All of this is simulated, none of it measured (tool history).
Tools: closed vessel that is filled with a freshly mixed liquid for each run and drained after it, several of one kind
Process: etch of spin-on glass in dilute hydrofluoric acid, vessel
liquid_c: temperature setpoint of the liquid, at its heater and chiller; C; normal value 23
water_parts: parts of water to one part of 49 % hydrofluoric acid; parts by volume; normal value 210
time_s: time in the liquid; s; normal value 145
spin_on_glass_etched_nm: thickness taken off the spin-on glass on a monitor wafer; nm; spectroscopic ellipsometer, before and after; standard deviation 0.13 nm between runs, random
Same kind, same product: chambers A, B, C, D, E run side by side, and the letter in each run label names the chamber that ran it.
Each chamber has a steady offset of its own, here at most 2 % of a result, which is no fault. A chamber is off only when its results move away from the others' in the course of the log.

run    day  liquid_c  water_parts  time_s  hours since the thermometer was replaced  hours since the hydrofluoric acid flow meter was replaced  read-back film thickness of the spin-on glass reference wafer, read on the same gauge (nm)  spin_on_glass_etched_nm
     0.038  -- chamber D: thermometer replaced
 1B  0.242        23          210     145                                     538.1                                                      305.6                                                                                      29.972                   17.228
 2A  0.438        23          210     145                                    1447.6                                                      811.7                                                                                      30.024                   17.758
 3D  0.675        23          210     145                                      15.4                                                      313.6                                                                                      29.987                   17.461
 4C    0.9        23          210     145                                    1084.2                                                      346.5                                                                                      30.045                   17.339
 5E  1.146        23          210     145                                     337.2                                                      921.7                                                                                      30.015                    16.89
 6B  1.288        23          210     145                                     563.2                                                      330.7                                                                                          30                   17.061
 7C  1.446      19.5          210     110                                    1097.3                                                      359.6                                                                                       30.05                     11.7
 8E   1.65      19.5          210     110                                     349.3                                                      933.8                                                                                      29.981                   11.379
 9A  1.862      19.5          210     110                                    1481.8                                                      845.9                                                                                       30.02                   11.614
10D  2.096      19.5          210     110                                      49.5                                                      347.7                                                                                      30.025                   11.638
11C  2.246      19.5          210     110                                    1116.5                                                      378.8                                                                                      30.011                   11.474
12A  2.388        23          210     145                                    1494.4                                                      858.5                                                                                      29.998                   17.469
13B  2.567        23          210     145                                     593.9                                                      361.4                                                                                      29.998                   17.061
14E  2.712        23          210     145                                     374.8                                                      959.3                                                                                      30.028                    17.22
15D  2.879        23          210     145                                      68.3                                                      366.5                                                                                      30.045                   17.453
16C  3.117        23          210     145                                    1137.4                                                      399.7                                                                                      30.027                   17.562
17B  3.321        23          120     145                                       612                                                      379.5                                                                                      30.006                   33.024
18E  3.525        23          120     145                                     394.3                                                      978.8                                                                                      29.977                    32.69
19D  3.667        23          120     145                                      87.2                                                      385.4                                                                                      30.014                   33.959
20A  3.796        23          120     145                                    1528.2                                                      892.3                                                                                      29.993                   32.879
21E  4.046        23          120     145                                     406.8                                                      991.3                                                                                      30.025                   32.261
22C  4.179        23          210     145                                    1162.9                                                      425.2                                                                                      29.944                   17.366
23A  4.308        23          210     145                                    1540.5                                                      904.6                                                                                      29.993                   16.926
24B    4.5        23          210     145                                     640.3                                                      407.8                                                                                      29.992                   17.095
25D  4.621        23          210     145                                     110.1                                                      408.3                                                                                      29.955                   17.687
26C  4.775        23          210     145                                    1177.2                                                      439.5                                                                                      30.016                   17.392
27D  4.908      25.5          165     145                                       117                                                      415.2                                                                                       29.98                   25.133
28B  5.096      25.5          165     145                                     654.6                                                      422.1                                                                                      30.005                   24.856
29A  5.225      25.5          165     145                                    1562.5                                                      926.6                                                                                      30.018                    24.69
30E  5.417      25.5          165     145                                     439.7                                                     1024.2                                                                                      29.995                   24.945
31D  5.562      25.5          165     145                                     132.7                                                      430.9                                                                                      30.028                   25.528
32A  5.683        23          210     145                                    1573.5                                                      937.6                                                                                      30.037                   16.735
33B  5.796        23          210     145                                     671.4                                                      438.9                                                                                      29.991                   17.353
34C  5.983        23          210     145                                    1206.2                                                      468.5                                                                                       29.99                   17.517
35E  6.208      18.5          210     145                                     458.7                                                     1043.2                                                                                      29.983                   14.435
36C  6.358      18.5          210     145                                    1215.2                                                      477.5                                                                                      30.045                   14.789

Predict what each chamber gives when all 5 of them run the settings below next.
37A  6.542      27.5          210     145                                                                                                                                                                                                                         ?
37B  6.542      27.5          210     145                                                                                                                                                                                                                         ?
37C  6.542      27.5          210     145                                                                                                                                                                                                                         ?
37D  6.542      27.5          210     145                                                                                                                                                                                                                         ?
37E  6.542      27.5          210     145                                                                                                                                                                                                                         ?

run  spin_on_glass_etched_nm
37A                   19.562
37B                    20.21
37C                   20.554
37D                   20.422
37E                   20.177

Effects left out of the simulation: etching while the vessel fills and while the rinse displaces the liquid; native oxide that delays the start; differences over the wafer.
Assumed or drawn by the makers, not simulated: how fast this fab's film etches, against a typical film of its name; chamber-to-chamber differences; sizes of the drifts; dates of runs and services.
